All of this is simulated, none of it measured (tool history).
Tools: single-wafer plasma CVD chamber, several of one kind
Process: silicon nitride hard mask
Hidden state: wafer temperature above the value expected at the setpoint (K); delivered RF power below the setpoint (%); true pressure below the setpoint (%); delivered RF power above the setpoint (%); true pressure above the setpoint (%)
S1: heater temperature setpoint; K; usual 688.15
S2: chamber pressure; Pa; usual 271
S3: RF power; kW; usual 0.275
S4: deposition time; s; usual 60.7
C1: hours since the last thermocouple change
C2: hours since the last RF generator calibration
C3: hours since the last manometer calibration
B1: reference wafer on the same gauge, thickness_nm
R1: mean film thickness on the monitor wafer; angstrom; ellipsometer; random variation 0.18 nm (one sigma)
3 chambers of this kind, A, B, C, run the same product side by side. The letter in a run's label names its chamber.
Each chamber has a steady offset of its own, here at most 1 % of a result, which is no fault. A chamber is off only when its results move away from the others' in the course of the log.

{"run": "1B", "hour": 5.5, "S1": 688.15, "S2": 271, "S3": 0.275, "S4": 60.7, "C1": 674.2, "C2": 699.2, "C3": 1604.9, "B1": 66.518, "R1": 701.33}
{"run": "2A", "hour": 10.5, "S1": 688.15, "S2": 271, "S3": 0.275, "S4": 60.7, "C1": 706.1, "C2": 628.4, "C3": 2127.3, "B1": 66.481, "R1": 700.43}
{"run": "3C", "hour": 17.2, "S1": 688.15, "S2": 271, "S3": 0.275, "S4": 60.7, "C1": 906.1, "C2": 1267.3, "C3": 1038.4, "B1": 66.538, "R1": 697.72}
{"run": "4C", "hour": 22.6, "S1": 688.15, "S2": 271, "S3": 0.275, "S4": 60.7, "C1": 911.5, "C2": 1272.7, "C3": 1043.8, "B1": 66.503, "R1": 697.65}
{"run": "5B", "hour": 33.4, "S1": 688.15, "S2": 271, "S3": 0.275, "S4": 60.7, "C1": 702.1, "C2": 727.1, "C3": 1632.8, "B1": 66.494, "R1": 702.3}
{"run": "6A", "hour": 38.8, "S1": 688.15, "S2": 271, "S3": 0.275, "S4": 60.7, "C1": 734.4, "C2": 656.7, "C3": 2155.6, "B1": 66.509, "R1": 700.91}
{"run": "7A", "hour": 46.3, "S1": 688.15, "S2": 271, "S3": 0.275, "S4": 60.7, "C1": 741.9, "C2": 664.2, "C3": 2163.1, "B1": 66.561, "R1": 700.05}
{"run": "8B", "hour": 52.3, "S1": 688.15, "S2": 271, "S3": 0.275, "S4": 60.7, "C1": 721.0, "C2": 746.0, "C3": 1651.7, "B1": 66.486, "R1": 700.71}
{"run": "9C", "hour": 59.4, "S1": 688.15, "S2": 271, "S3": 0.275, "S4": 60.7, "C1": 948.3, "C2": 1309.5, "C3": 1080.6, "B1": 66.535, "R1": 696.06}
{"run": "10A", "hour": 68.3, "S1": 688.15, "S2": 271, "S3": 0.275, "S4": 49.3, "C1": 763.9, "C2": 686.2, "C3": 2185.1, "B1": 66.493, "R1": 572.42}
{"run": "11B", "hour": 74.9, "S1": 688.15, "S2": 271, "S3": 0.275, "S4": 49.3, "C1": 743.6, "C2": 768.6, "C3": 1674.3, "B1": 66.488, "R1": 569.21}
{"run": "12C", "hour": 85.2, "S1": 688.15, "S2": 271, "S3": 0.275, "S4": 49.3, "C1": 974.1, "C2": 1335.3, "C3": 1106.4, "B1": 66.485, "R1": 567.24}
{"run": "13C", "hour": 94.3, "S1": 688.15, "S2": 271, "S3": 0.24, "S4": 60.7, "C1": 983.2, "C2": 1344.4, "C3": 1115.5, "B1": 66.511, "R1": 631.49}
{"hour": 99.5, "done": "chamber C: capacitance manometer re-zeroed and calibrated"}
{"run": "14A", "hour": 104.6, "S1": 688.15, "S2": 271, "S3": 0.24, "S4": 60.7, "C1": 800.2, "C2": 722.5, "C3": 2221.4, "B1": 66.506, "R1": 636.71}
{"hour": 108.5, "done": "chamber A: capacitance manometer re-zeroed and calibrated"}
{"hour": 109.4, "done": "chamber C: RF generator calibrated"}
{"run": "15B", "hour": 110.2, "S1": 688.15, "S2": 271, "S3": 0.24, "S4": 60.7, "C1": 778.9, "C2": 803.9, "C3": 1709.6, "B1": 66.531, "R1": 634.25}
{"run": "16B", "hour": 120.5, "S1": 688.15, "S2": 271, "S3": 0.275, "S4": 60.7, "C1": 789.2, "C2": 814.2, "C3": 1719.9, "B1": 66.518, "R1": 699.25}
{"run": "17C", "hour": 131.3, "S1": 688.15, "S2": 271, "S3": 0.275, "S4": 60.7, "C1": 1020.2, "C2": 22.0, "C3": 31.8, "B1": 66.53, "R1": 699.33}
{"run": "18A", "hour": 141.9, "S1": 688.15, "S2": 271, "S3": 0.275, "S4": 60.7, "C1": 837.5, "C2": 759.8, "C3": 33.4, "B1": 66.51, "R1": 688.18}
{"run": "19B", "hour": 151.5, "S1": 688.15, "S2": 271, "S3": 0.275, "S4": 60.7, "C1": 820.2, "C2": 845.2, "C3": 1750.9, "B1": 66.493, "R1": 700.62}
{"run": "20A", "hour": 158.3, "S1": 688.15, "S2": 271, "S3": 0.275, "S4": 60.7, "C1": 853.9, "C2": 776.2, "C3": 49.8, "B1": 66.486, "R1": 690.74}
{"run": "21C", "hour": 167.7, "S1": 688.15, "S2": 271, "S3": 0.275, "S4": 60.7, "C1": 1056.6, "C2": 58.4, "C3": 68.2, "B1": 66.531, "R1": 697.55}
{"run": "22B", "hour": 174.9, "S1": 688.15, "S2": 271, "S3": 0.275, "S4": 60.7, "C1": 843.6, "C2": 868.6, "C3": 1774.3, "B1": 66.506, "R1": 700.82}
{"run": "23A", "hour": 182.8, "S1": 688.15, "S2": 271, "S3": 0.275, "S4": 60.7, "C1": 878.4, "C2": 800.7, "C3": 74.3, "B1": 66.493, "R1": 689.07}
{"run": "24C", "hour": 189.1, "S1": 679.15, "S2": 271, "S3": 0.275, "S4": 53.3, "C1": 1078.0, "C2": 79.8, "C3": 89.6, "B1": 66.505, "R1": 614.55}

Is one chamber off against the others, does the gauge drift, or is nothing wrong? If a chamber is off, say which, and what the likeliest cause is.

A service left chamber A off against the others.
Cause: true pressure below the setpoint (%) = 6.31.

Here are 4 candidates for chamber A's next run, each the usual settings with a change, their results left as question marks. Which one brings its results back in line with what the others give on the usual settings?
In line means no further than this from the other chambers' mean on the usual settings: R1 6.30 angstrom
{"run": "25A-1", "hour": 197.0, "S1": 688.15, "S2": 269, "S3": 0.27, "S4": 59.8, "R1": "?"}
{"run": "25A-2", "hour": 197.0, "S1": 688.15, "S2": 276, "S3": 0.285, "S4": 60.7, "R1": "?"}
{"run": "25A-3", "hour": 197.0, "S1": 688.15, "S2": 271, "S3": 0.28, "S4": 60.7, "R1": "?"}
{"run": "25A-4", "hour": 197.0, "S1": 709.15, "S2": 271, "S3": 0.275, "S4": 60.7, "R1": "?"}

The other chambers' mean on the usual settings: R1 698.78 angstrom
run=25A-1 R1=670.29
run=25A-2 R1=710.65
run=25A-3 R1=698.46
run=25A-4 R1=683.51
25A-3 brings the chamber back in line.
